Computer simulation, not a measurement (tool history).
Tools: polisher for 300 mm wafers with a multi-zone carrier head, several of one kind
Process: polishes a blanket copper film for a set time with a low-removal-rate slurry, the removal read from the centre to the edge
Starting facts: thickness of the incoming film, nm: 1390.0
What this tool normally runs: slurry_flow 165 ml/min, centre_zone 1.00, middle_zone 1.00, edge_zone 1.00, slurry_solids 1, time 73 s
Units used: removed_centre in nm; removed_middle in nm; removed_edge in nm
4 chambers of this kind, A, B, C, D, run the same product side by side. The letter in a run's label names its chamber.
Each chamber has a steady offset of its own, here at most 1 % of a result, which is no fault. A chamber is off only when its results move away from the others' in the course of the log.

run     day  slurry_flow  centre_zone  middle_zone  edge_zone  slurry_solids  time  wafers polished on this pad  hours since the slurry nozzle was cleaned  hours since the centre zone pressure was calibrated  hours since the edge zone pressure was calibrated  removed_centre  removed_middle  removed_edge
 1B   0.296          165         1.00         1.00       1.00              1    73                          302                                      260.7                                                843.0                                              575.6          245.70          250.95        245.91
      0.533  -- chamber A: centre zone pressure recalibrated
 2C   0.771          165         1.00         1.00       1.00              1    73                          891                                      303.6                                                648.0                                              918.1          243.83          241.69        248.70
 3A   1.008          165         1.00         1.00       1.00              1    73                          555                                      459.3                                                 11.4                                              742.5          249.52          246.51        252.17
 4D   1.421          165         1.00         1.00       1.00              1    73                          763                                      240.8                                                352.6                                              636.8          243.71          249.87        256.23
      1.488  -- chamber D: worn pad replaced by a new one
 5B   1.875          165         1.00         1.00       1.00              1    73                          718                                      298.6                                                880.9                                              613.5          246.45          246.37        252.12
      1.946  -- chamber A: slurry nozzle cleaned
      1.950  -- chamber A: worn pad replaced by a new one
 6C   2.254          165         1.00         1.00       1.00              1    73                         1282                                      339.2                                                683.6                                              953.7          244.87          245.02        240.89
      2.529  -- chamber C: worn pad replaced by a new one
 7D   2.654          165         1.00         1.00       1.00              1    73                          307                                      270.4                                                382.2                                              666.4          243.18          248.76        247.42
 8A   2.896          165         1.00         1.00       1.00              1    73                          249                                       22.8                                                 56.7                                              787.8          243.27          252.39        255.31
 9D   3.371          165         1.00         1.00       1.00              1    73                          496                                      287.6                                                399.4                                              683.6          247.65          250.76        247.18
10B   3.858          165         1.00         1.00       1.11              1    83                         1240                                      346.2                                                928.5                                              661.1          272.74          280.04        303.30
      4.071  -- chamber B: edge zone pressure recalibrated
11C   4.192          165         1.00         1.00       1.11              1    83                          437                                      385.7                                                730.1                                             1000.2          283.64          280.56        288.95
      4.492  -- chamber D: worn pad replaced by a new one
12A   4.646          165         1.00         1.00       1.11              1    83                          710                                       64.8                                                 98.7                                              829.8          287.46          278.69        299.78
13B   4.979          165         1.00         1.00       1.11              1    83                         1535                                      373.1                                                955.4                                               21.8          271.55          277.85        282.26
      5.112  -- chamber A: worn pad replaced by a new one
14C   5.321          165         1.00         1.00       1.00              1    73                          734                                      412.8                                                757.2                                             1027.3          252.72          247.61        245.52
15A   5.658          125         1.00         0.90       1.00              1    73                          144                                       89.1                                                123.0                                              854.1          231.65          214.76        239.53
16D   5.988          125         1.00         0.90       1.00              1    73                          394                                      350.4                                                462.2                                              746.4          228.55          211.82        234.35
      6.317  -- chamber B: centre zone pressure recalibrated
17D   6.321          125         1.00         0.90       1.00              1    73                          482                                      358.4                                                470.2                                              754.4          231.34          213.54        232.96
18B   6.692          125         1.00         0.90       1.00              1    73                         1985                                      414.2                                                  9.0                                               62.9          225.74          205.82        232.69
19A   6.921          165         0.89         1.00       1.00              1    73                          476                                      119.4                                                153.3                                              884.4          219.88          251.18        257.41
      7.079  -- chamber C: worn pad replaced by a new one
20C   7.238          165         0.89         1.00       1.00              1    73                           42                                      458.8                                                803.2                                             1073.3          215.37          250.33        247.91
      7.296  -- chamber D: slurry nozzle cleaned
21D   7.475          165         0.89         1.00       1.00              1    73                          785                                        4.4                                                497.9                                              782.1          216.51          249.08        253.10
      7.604  -- chamber D: worn pad replaced by a new one
      7.650  -- chamber C: edge zone pressure recalibrated
22B   7.788          165         0.89         1.00       1.00              1    73                         2274                                      440.5                                                 35.3                                               89.2          212.90          238.77        235.44
23C   8.075          165         1.00         1.00       1.00              1    49                          262                                      478.9                                                823.3                                               10.2          164.85          165.82        165.25
24A   8.317          165         1.00         1.00       1.00              1    49                          844                                      152.9                                                186.8                                              917.9          166.86          170.92        166.13
      8.375  -- chamber D: centre zone pressure recalibrated
      8.525  -- chamber A: worn pad replaced by a new one
25D   8.662          165         1.00         1.00       1.00              1    49                          279                                       32.9                                                  6.9                                              810.6          166.63          165.59        166.80
26B   9.121          165         1.00         1.00       1.00              1    49                         2625                                      472.5                                                 67.3                                              121.2          158.54          160.44        156.37
27A   9.425          165         1.00         1.00       1.00              1    73                          237                                      179.5                                                213.4                                              944.5          249.25          250.41        247.22
28C   9.788          165         1.00         1.00       1.00              1    73                          713                                      520.0                                                864.4                                               51.3          247.79          251.36        243.29
29A  10.183          165         1.00         1.00       1.00              1    73                          437                                      197.7                                                231.6                                              962.7          245.52          248.81        247.80
30C  10.442          165         1.00         1.00       1.00              1    73                          885                                      535.7                                                880.1                                               67.0          241.28          245.40        244.66
     10.458  -- chamber D: worn pad replaced by a new one
31D  10.896          165         1.00         0.93       1.00              1    73                          116                                       86.5                                                 60.5                                              864.2          247.61          232.64        245.71
     11.038  -- chamber C: slurry nozzle cleaned
32B  11.121          165         1.00         0.93       1.00              1    73                         3151                                      520.5                                                115.3                                              169.2          232.41          215.01        225.83
33C  11.479          165         1.00         0.93       1.00              1    73                         1158                                       10.7                                                905.0                                               91.9          245.04          229.87        244.75

All 4 chambers run these settings next. Forecast each chamber's results:
34A  11.825          165         1.00         1.00       1.00              1    73                                                                                                                                                                                               ?               ?             ?
34B  11.825          165         1.00         1.00       1.00              1    73                                                                                                                                                                                               ?               ?             ?
34C  11.825          165         1.00         1.00       1.00              1    73                                                                                                                                                                                               ?               ?             ?
34D  11.825          165         1.00         1.00       1.00              1    73                                                                                                                                                                                               ?               ?             ?

run  removed_centre  removed_middle  removed_edge
34A          244.21          250.23        253.42
34B          227.07          229.38        226.10
34C          248.25          248.33        242.07
34D          250.04          249.58        243.03
